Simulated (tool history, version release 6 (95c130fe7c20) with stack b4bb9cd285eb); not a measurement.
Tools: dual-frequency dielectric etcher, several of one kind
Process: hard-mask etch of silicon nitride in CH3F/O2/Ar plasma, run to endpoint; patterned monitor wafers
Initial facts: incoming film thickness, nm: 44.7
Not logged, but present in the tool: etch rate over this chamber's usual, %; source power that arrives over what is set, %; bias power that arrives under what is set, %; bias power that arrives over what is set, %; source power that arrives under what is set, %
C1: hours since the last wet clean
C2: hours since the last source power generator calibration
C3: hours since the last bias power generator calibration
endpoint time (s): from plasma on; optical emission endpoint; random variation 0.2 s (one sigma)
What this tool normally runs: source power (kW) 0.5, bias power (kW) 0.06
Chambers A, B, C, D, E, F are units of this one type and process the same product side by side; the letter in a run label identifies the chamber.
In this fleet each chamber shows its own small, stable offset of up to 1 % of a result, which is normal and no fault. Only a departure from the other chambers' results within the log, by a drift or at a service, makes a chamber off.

{"run": "1A", "hour": 12.7, "source power (kW)": 0.5, "bias power (kW)": 0.06, "C1": 162.5, "C2": 612.8, "C3": 1341.5, "endpoint time (s)": 63.192}
{"run": "2E", "hour": 24.9, "source power (kW)": 0.5, "bias power (kW)": 0.06, "C1": 400.6, "C2": 1930.8, "C3": 3734, "endpoint time (s)": 62.967}
{"run": "3B", "hour": 37.7, "source power (kW)": 0.5, "bias power (kW)": 0.06, "C1": 488.6, "C2": 1173.7, "C3": 2251.8, "endpoint time (s)": 63.651}
{"run": "4F", "hour": 50.6, "source power (kW)": 0.5, "bias power (kW)": 0.06, "C1": 285.7, "C2": 2780.8, "C3": 1396.7, "endpoint time (s)": 63.252}
{"hour": 55.3, "done": "chamber B: wet clean of the chamber"}
{"run": "5D", "hour": 63.7, "source power (kW)": 0.5, "bias power (kW)": 0.06, "C1": 420.8, "C2": 884.8, "C3": 2037.6, "endpoint time (s)": 63.506}
{"run": "6C", "hour": 74.8, "source power (kW)": 0.5, "bias power (kW)": 0.06, "C1": 152.5, "C2": 1623.1, "C3": 1453.5, "endpoint time (s)": 62.847}
{"run": "7E", "hour": 82.2, "source power (kW)": 0.5, "bias power (kW)": 0.06, "C1": 457.9, "C2": 1988.1, "C3": 3791.3, "endpoint time (s)": 63.028}
{"run": "8B", "hour": 95.1, "source power (kW)": 0.5, "bias power (kW)": 0.06, "C1": 39.9, "C2": 1231.1, "C3": 2309.2, "endpoint time (s)": 63.221}
{"hour": 95.9, "done": "chamber F: source power generator calibrated"}
{"run": "9C", "hour": 102.7, "source power (kW)": 0.5, "bias power (kW)": 0.06, "C1": 180.4, "C2": 1651, "C3": 1481.4, "endpoint time (s)": 63.238}
{"run": "10D", "hour": 110.8, "source power (kW)": 0.5, "bias power (kW)": 0.06, "C1": 467.9, "C2": 931.9, "C3": 2084.7, "endpoint time (s)": 63.602}
{"run": "11A", "hour": 120.3, "source power (kW)": 0.5, "bias power (kW)": 0.06, "C1": 270.1, "C2": 720.4, "C3": 1449.1, "endpoint time (s)": 63.338}
{"run": "12F", "hour": 129.7, "source power (kW)": 0.41, "bias power (kW)": 0.06, "C1": 364.8, "C2": 33.9, "C3": 1475.8, "endpoint time (s)": 68.609}
{"run": "13F", "hour": 144.4, "source power (kW)": 0.41, "bias power (kW)": 0.06, "C1": 379.5, "C2": 48.6, "C3": 1490.5, "endpoint time (s)": 68.238}
{"run": "14A", "hour": 157.7, "source power (kW)": 0.41, "bias power (kW)": 0.06, "C1": 307.5, "C2": 757.8, "C3": 1486.5, "endpoint time (s)": 68.881}
{"hour": 162.8, "done": "chamber D: bias power generator calibrated"}
{"run": "15B", "hour": 166.3, "source power (kW)": 0.41, "bias power (kW)": 0.06, "C1": 111.1, "C2": 1302.3, "C3": 2380.4, "endpoint time (s)": 68.387}
{"run": "16E", "hour": 174.7, "source power (kW)": 0.41, "bias power (kW)": 0.06, "C1": 550.4, "C2": 2080.6, "C3": 3883.8, "endpoint time (s)": 68.308}
{"hour": 178.0, "done": "chamber E: wet clean of the chamber"}
{"run": "17C", "hour": 188.5, "source power (kW)": 0.41, "bias power (kW)": 0.06, "C1": 266.2, "C2": 1736.8, "C3": 1567.2, "endpoint time (s)": 67.849}
{"hour": 193.2, "done": "chamber D: wet clean of the chamber"}
{"run": "18D", "hour": 200.3, "source power (kW)": 0.5, "bias power (kW)": 0.06, "C1": 7.1, "C2": 1021.4, "C3": 37.6, "endpoint time (s)": 63.145}
{"hour": 201.3, "done": "chamber F: wet clean of the chamber"}
{"hour": 208.5, "done": "chamber A: wet clean of the chamber"}
{"run": "19E", "hour": 211.3, "source power (kW)": 0.5, "bias power (kW)": 0.06, "C1": 33.4, "C2": 2117.2, "C3": 3920.4, "endpoint time (s)": 62.704}
{"run": "20A", "hour": 221.6, "source power (kW)": 0.5, "bias power (kW)": 0.06, "C1": 13.2, "C2": 821.7, "C3": 1550.4, "endpoint time (s)": 63.488}
{"run": "21D", "hour": 236.6, "source power (kW)": 0.5, "bias power (kW)": 0.06, "C1": 43.4, "C2": 1057.7, "C3": 73.9, "endpoint time (s)": 63.176}
{"run": "22F", "hour": 250.1, "source power (kW)": 0.5, "bias power (kW)": 0.06, "C1": 48.8, "C2": 154.3, "C3": 1596.2, "endpoint time (s)": 63.354}
{"run": "23B", "hour": 264.4, "source power (kW)": 0.5, "bias power (kW)": 0.06, "C1": 209.2, "C2": 1400.4, "C3": 2478.5, "endpoint time (s)": 63.201}
{"run": "24C", "hour": 273.1, "source power (kW)": 0.5, "bias power (kW)": 0.06, "C1": 350.8, "C2": 1821.4, "C3": 1651.8, "endpoint time (s)": 62.38}
{"run": "25F", "hour": 282.0, "source power (kW)": 0.5, "bias power (kW)": 0.06, "C1": 80.7, "C2": 186.2, "C3": 1628.1, "endpoint time (s)": 63.576}
{"run": "26D", "hour": 293.7, "source power (kW)": 0.5, "bias power (kW)": 0.06, "C1": 100.5, "C2": 1114.8, "C3": 131, "endpoint time (s)": 63.781}
{"hour": 300.8, "done": "chamber E: source power generator calibrated"}
{"run": "27B", "hour": 305.6, "source power (kW)": 0.46, "bias power (kW)": 0.06, "C1": 250.4, "C2": 1441.6, "C3": 2519.7, "endpoint time (s)": 65.633}
{"run": "28A", "hour": 314.3, "source power (kW)": 0.46, "bias power (kW)": 0.06, "C1": 105.9, "C2": 914.4, "C3": 1643.1, "endpoint time (s)": 65.835}
{"run": "29E", "hour": 326.0, "source power (kW)": 0.46, "bias power (kW)": 0.06, "C1": 148.1, "C2": 25.3, "C3": 4035.1, "endpoint time (s)": 65.456}
{"run": "30C", "hour": 340.8, "source power (kW)": 0.46, "bias power (kW)": 0.06, "C1": 418.5, "C2": 1889.1, "C3": 1719.5, "endpoint time (s)": 64.217}
{"run": "31C", "hour": 352.2, "source power (kW)": 0.46, "bias power (kW)": 0.06, "C1": 429.9, "C2": 1900.5, "C3": 1730.9, "endpoint time (s)": 64.001}
{"run": "32D", "hour": 367.2, "source power (kW)": 0.46, "bias power (kW)": 0.06, "C1": 174, "C2": 1188.3, "C3": 204.5, "endpoint time (s)": 65.699}
{"hour": 372.4, "done": "chamber B: bias power generator calibrated"}
{"run": "33E", "hour": 380.5, "source power (kW)": 0.5, "bias power (kW)": 0.06, "C1": 202.6, "C2": 79.8, "C3": 4089.6, "endpoint time (s)": 63.083}
{"run": "34F", "hour": 388.5, "source power (kW)": 0.5, "bias power (kW)": 0.06, "C1": 187.2, "C2": 292.7, "C3": 1734.6, "endpoint time (s)": 63.317}
{"run": "35B", "hour": 398.1, "source power (kW)": 0.5, "bias power (kW)": 0.06, "C1": 342.9, "C2": 1534.1, "C3": 25.8, "endpoint time (s)": 62.965}
{"run": "36A", "hour": 413.8, "source power (kW)": 0.5, "bias power (kW)": 0.06, "C1": 205.4, "C2": 1013.9, "C3": 1742.6, "endpoint time (s)": 63.491}
{"run": "37D", "hour": 425.2, "source power (kW)": 0.5, "bias power (kW)": 0.06, "C1": 232, "C2": 1246.3, "C3": 262.5, "endpoint time (s)": 63.485}
{"run": "38E", "hour": 434.1, "source power (kW)": 0.5, "bias power (kW)": 0.06, "C1": 256.2, "C2": 133.4, "C3": 4143.2, "endpoint time (s)": 63.006}
{"run": "39F", "hour": 446.2, "source power (kW)": 0.5, "bias power (kW)": 0.071, "C1": 244.9, "C2": 350.4, "C3": 1792.3, "endpoint time (s)": 59.486}
{"hour": 448.2, "done": "chamber B: wet clean of the chamber"}
{"run": "40C", "hour": 460.1, "source power (kW)": 0.5, "bias power (kW)": 0.071, "C1": 537.8, "C2": 2008.4, "C3": 1838.8, "endpoint time (s)": 57.731}
{"run": "41B", "hour": 467.4, "source power (kW)": 0.5, "bias power (kW)": 0.071, "C1": 19.2, "C2": 1603.4, "C3": 95.1, "endpoint time (s)": 59.642}

All 6 chambers run these settings next. Forecast each chamber's results:
{"run": "42A", "hour": 479.3, "source power (kW)": 0.5, "bias power (kW)": 0.072, "endpoint time (s)": "?"}
{"run": "42B", "hour": 479.3, "source power (kW)": 0.5, "bias power (kW)": 0.072, "endpoint time (s)": "?"}
{"run": "42C", "hour": 479.3, "source power (kW)": 0.5, "bias power (kW)": 0.072, "endpoint time (s)": "?"}
{"run": "42D", "hour": 479.3, "source power (kW)": 0.5, "bias power (kW)": 0.072, "endpoint time (s)": "?"}
{"run": "42E", "hour": 479.3, "source power (kW)": 0.5, "bias power (kW)": 0.072, "endpoint time (s)": "?"}
{"run": "42F", "hour": 479.3, "source power (kW)": 0.5, "bias power (kW)": 0.072, "endpoint time (s)": "?"}

run=42A endpoint_time_(s)=60.173
run=42B endpoint_time_(s)=59.518
run=42C endpoint_time_(s)=57.269
run=42D endpoint_time_(s)=59.603
run=42E endpoint_time_(s)=59.443
run=42F endpoint_time_(s)=59.181

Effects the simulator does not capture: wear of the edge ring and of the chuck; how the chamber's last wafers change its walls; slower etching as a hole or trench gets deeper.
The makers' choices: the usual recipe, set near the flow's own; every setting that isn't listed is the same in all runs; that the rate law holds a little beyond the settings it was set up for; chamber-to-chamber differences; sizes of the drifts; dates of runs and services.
